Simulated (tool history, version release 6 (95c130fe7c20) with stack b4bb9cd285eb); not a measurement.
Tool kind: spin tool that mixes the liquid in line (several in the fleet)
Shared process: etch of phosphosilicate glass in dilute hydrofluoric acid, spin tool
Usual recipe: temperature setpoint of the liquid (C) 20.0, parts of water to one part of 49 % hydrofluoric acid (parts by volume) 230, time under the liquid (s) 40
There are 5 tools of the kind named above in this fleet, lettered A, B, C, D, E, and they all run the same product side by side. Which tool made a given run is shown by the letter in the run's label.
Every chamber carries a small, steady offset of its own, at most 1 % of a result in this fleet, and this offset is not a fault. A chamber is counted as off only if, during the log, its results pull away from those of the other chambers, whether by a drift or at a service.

run	hour	temperature setpoint of the liquid (C)	parts of water to one part of 49 % hydrofluoric acid (parts by volume)	time under the liquid (s)	read-back film thickness of the phosphosilicate glass reference wafer, read on the same gauge (nm)	thickness taken off the phosphosilicate glass on a monitor wafer (Å)
1D	2.7	20.0	230	40	50.025	150.74
2A	7.6	20.0	230	40	50.023	149.73
3B	11.8	20.0	230	40	49.975	149.95
4E	15.1	20.0	230	40	49.965	150.07
5C	19.0	20.0	230	40	50.015	150.22
6D	21.6	20.0	230	40	49.990	151.01
7E	24.6	20.0	230	40	49.995	150.49
8C	28.6	20.0	230	40	50.019	149.70
9B	31.6	20.0	230	40	50.037	151.61
10A	35.0	22.0	230	40	50.004	161.71
11C	40.3	22.0	230	40	50.015	162.03
12A	44.9	22.0	230	40	49.980	161.41
13E	49.6	22.0	230	40	49.987	161.68
14B	52.9	22.0	230	40	49.999	162.18
15D	56.0	20.0	230	40	49.988	150.96
16A	61.5	20.0	230	40	49.958	148.35
17E	66.4	20.0	230	40	50.004	151.56
18D	69.0	20.0	230	40	50.011	151.06
19C	73.1	20.0	230	40	49.968	150.68
20B	77.5	20.0	230	40	49.970	148.60
21C	81.1	20.0	230	40	49.991	150.82
22B	84.1	20.0	230	40	49.993	151.74
23D	88.6	20.0	230	40	49.963	147.97
24A	92.0	20.0	230	40	49.997	149.43
25E	96.6	20.0	230	40	49.994	151.40
26D	102.2	20.0	230	40	49.972	148.27
27B	105.8	20.0	230	40	49.975	150.88
28C	109.4	17.5	230	40	50.010	135.89
29E	112.6	17.5	230	40	49.983	137.14
30A	116.6	17.5	230	40	49.997	135.80
31B	119.1	17.5	230	40	50.012	136.63
32A	123.5	17.5	230	40	49.970	136.32
33C	127.0	20.0	160	55	49.979	315.02
34E	130.1	20.0	160	55	50.035	317.50
35D	135.7	20.0	160	55	49.960	309.26
36A	138.9	20.0	160	55	50.034	317.36
# hour 140.7: chamber C: thermometer replaced
37B	142.2	20.0	160	55	50.003	319.37
38D	146.5	20.0	230	40	49.978	145.04
39E	150.4	20.0	230	40	50.064	151.48
40C	155.9	20.0	230	40	50.001	150.90

Decide between three cases: one chamber stands off from its peers, the gauge reading all wafers drifts, or nothing is wrong past each chamber's small offset. Where a chamber is off, say which and what most likely put it there.

One chamber, D, drifts off from the rest bit by bit.
What lies behind it: liquid colder than its thermometer reads (K) = 1.24.
The log might look much the same if the cause were instead: hydrofluoric acid flow below the setpoint (%).

Below are 4 candidate recipes for chamber D's next run, each the usual settings with a change, their results shown as question marks. Which of them brings D's results back in line with what the other chambers give on the usual settings?
Maximum distance from the other chambers' mean on the usual settings for a result to count as in line: thickness taken off the phosphosilicate glass on a monitor wafer (Å) 2.50
41D-1	159.9	20.5	230	40		?
41D-2	159.9	19.5	230	40		?
41D-3	159.9	19.0	230	40		?
41D-4	159.9	21.0	230	40		?

The mean the other chambers reach with the usual settings: thickness taken off the phosphosilicate glass on a monitor wafer (Å) 150.20
run	thickness taken off the phosphosilicate glass on a monitor wafer (Å)
41D-1	146.14
41D-2	140.62
41D-3	137.92
41D-4	148.95
It is 41D-4 that realigns the chamber with its peers.
